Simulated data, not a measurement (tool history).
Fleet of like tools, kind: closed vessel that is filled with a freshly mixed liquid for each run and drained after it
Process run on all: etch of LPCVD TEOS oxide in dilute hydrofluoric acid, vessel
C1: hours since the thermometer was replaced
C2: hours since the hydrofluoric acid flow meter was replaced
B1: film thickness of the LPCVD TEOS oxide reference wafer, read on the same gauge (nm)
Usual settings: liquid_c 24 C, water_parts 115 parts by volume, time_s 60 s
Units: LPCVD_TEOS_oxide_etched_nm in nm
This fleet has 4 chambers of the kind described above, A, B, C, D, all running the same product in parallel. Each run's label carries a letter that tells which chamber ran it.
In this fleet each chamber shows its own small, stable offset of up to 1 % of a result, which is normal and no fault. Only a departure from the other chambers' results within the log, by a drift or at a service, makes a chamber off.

run 1A hour=8.4 | liquid_c=24 water_parts=115 time_s=60 | C1=723.8 C2=713.1 | B1=129.98 | LPCVD_TEOS_oxide_etched_nm=27.392
run 2D hour=23.6 | liquid_c=24 water_parts=115 time_s=60 | C1=2998.7 C2=632.6 | B1=130.02 | LPCVD_TEOS_oxide_etched_nm=27.207
run 3C hour=36.7 | liquid_c=24 water_parts=115 time_s=60 | C1=1795.5 C2=141.4 | B1=130.07 | LPCVD_TEOS_oxide_etched_nm=26.849
run 4B hour=44.3 | liquid_c=24 water_parts=115 time_s=60 | C1=77.0 C2=834.3 | B1=129.96 | LPCVD_TEOS_oxide_etched_nm=27.300
run 5B hour=58.7 | liquid_c=24 water_parts=115 time_s=40 | C1=91.4 C2=848.7 | B1=130.02 | LPCVD_TEOS_oxide_etched_nm=18.070
run 6A hour=72.8 | liquid_c=24 water_parts=115 time_s=40 | C1=788.2 C2=777.5 | B1=130.01 | LPCVD_TEOS_oxide_etched_nm=18.262
run 7D hour=83.5 | liquid_c=24 water_parts=115 time_s=40 | C1=3058.6 C2=692.5 | B1=130.00 | LPCVD_TEOS_oxide_etched_nm=18.207
run 8C hour=94.3 | liquid_c=24 water_parts=115 time_s=40 | C1=1853.1 C2=199.0 | B1=130.00 | LPCVD_TEOS_oxide_etched_nm=17.972
run 9D hour=109.7 | liquid_c=24 water_parts=115 time_s=60 | C1=3084.8 C2=718.7 | B1=130.04 | LPCVD_TEOS_oxide_etched_nm=27.248
run 10C hour=124.9 | liquid_c=24 water_parts=115 time_s=60 | C1=1883.7 C2=229.6 | B1=130.02 | LPCVD_TEOS_oxide_etched_nm=26.690
run 11B hour=134.4 | liquid_c=24 water_parts=115 time_s=60 | C1=167.1 C2=924.4 | B1=129.97 | LPCVD_TEOS_oxide_etched_nm=27.179
-- hour=138.5 chamber D: thermometer replaced
run 12A hour=148.7 | liquid_c=24 water_parts=115 time_s=75 | C1=864.1 C2=853.4 | B1=129.94 | LPCVD_TEOS_oxide_etched_nm=34.151
run 13A hour=161.9 | liquid_c=24 water_parts=115 time_s=75 | C1=877.3 C2=866.6 | B1=129.98 | LPCVD_TEOS_oxide_etched_nm=33.794
run 14B hour=171.2 | liquid_c=24 water_parts=115 time_s=75 | C1=203.9 C2=961.2 | B1=129.99 | LPCVD_TEOS_oxide_etched_nm=33.964
run 15D hour=179.8 | liquid_c=24 water_parts=115 time_s=75 | C1=41.3 C2=788.8 | B1=130.04 | LPCVD_TEOS_oxide_etched_nm=34.081
run 16C hour=195.2 | liquid_c=24 water_parts=115 time_s=60 | C1=1954.0 C2=299.9 | B1=129.98 | LPCVD_TEOS_oxide_etched_nm=26.770
run 17B hour=204.1 | liquid_c=24 water_parts=115 time_s=60 | C1=236.8 C2=994.1 | B1=130.01 | LPCVD_TEOS_oxide_etched_nm=27.223
run 18A hour=218.1 | liquid_c=24 water_parts=115 time_s=60 | C1=933.5 C2=922.8 | B1=130.00 | LPCVD_TEOS_oxide_etched_nm=27.028
run 19D hour=230.0 | liquid_c=24 water_parts=165 time_s=60 | C1=91.5 C2=839.0 | B1=130.02 | LPCVD_TEOS_oxide_etched_nm=17.916
run 20C hour=243.0 | liquid_c=24 water_parts=165 time_s=60 | C1=2001.8 C2=347.7 | B1=129.99 | LPCVD_TEOS_oxide_etched_nm=17.681
run 21C hour=254.4 | liquid_c=24 water_parts=165 time_s=60 | C1=2013.2 C2=359.1 | B1=129.96 | LPCVD_TEOS_oxide_etched_nm=17.695
run 22B hour=265.4 | liquid_c=24 water_parts=165 time_s=60 | C1=298.1 C2=1055.4 | B1=130.01 | LPCVD_TEOS_oxide_etched_nm=17.952
run 23D hour=279.2 | liquid_c=24 water_parts=115 time_s=60 | C1=140.7 C2=888.2 | B1=130.02 | LPCVD_TEOS_oxide_etched_nm=27.175
run 24A hour=290.4 | liquid_c=24 water_parts=115 time_s=60 | C1=1005.8 C2=995.1 | B1=129.94 | LPCVD_TEOS_oxide_etched_nm=26.723
run 25C hour=302.7 | liquid_c=24 water_parts=115 time_s=60 | C1=2061.5 C2=407.4 | B1=130.01 | LPCVD_TEOS_oxide_etched_nm=26.788
run 26B hour=316.0 | liquid_c=24 water_parts=115 time_s=60 | C1=348.7 C2=1106.0 | B1=130.01 | LPCVD_TEOS_oxide_etched_nm=27.145
run 27D hour=324.7 | liquid_c=24 water_parts=115 time_s=60 | C1=186.2 C2=933.7 | B1=129.96 | LPCVD_TEOS_oxide_etched_nm=27.409

All chambers now run identical settings, listed one chamber a line with results as question marks. What results will each chamber show?
run 28A hour=336.0 | liquid_c=24 water_parts=145 time_s=60 | LPCVD_TEOS_oxide_etched_nm=?
run 28B hour=336.0 | liquid_c=24 water_parts=145 time_s=60 | LPCVD_TEOS_oxide_etched_nm=?
run 28C hour=336.0 | liquid_c=24 water_parts=145 time_s=60 | LPCVD_TEOS_oxide_etched_nm=?
run 28D hour=336.0 | liquid_c=24 water_parts=145 time_s=60 | LPCVD_TEOS_oxide_etched_nm=?

run=28A LPCVD_TEOS_oxide_etched_nm=20.452
run=28B LPCVD_TEOS_oxide_etched_nm=20.940
run=28C LPCVD_TEOS_oxide_etched_nm=20.527
run=28D LPCVD_TEOS_oxide_etched_nm=20.842
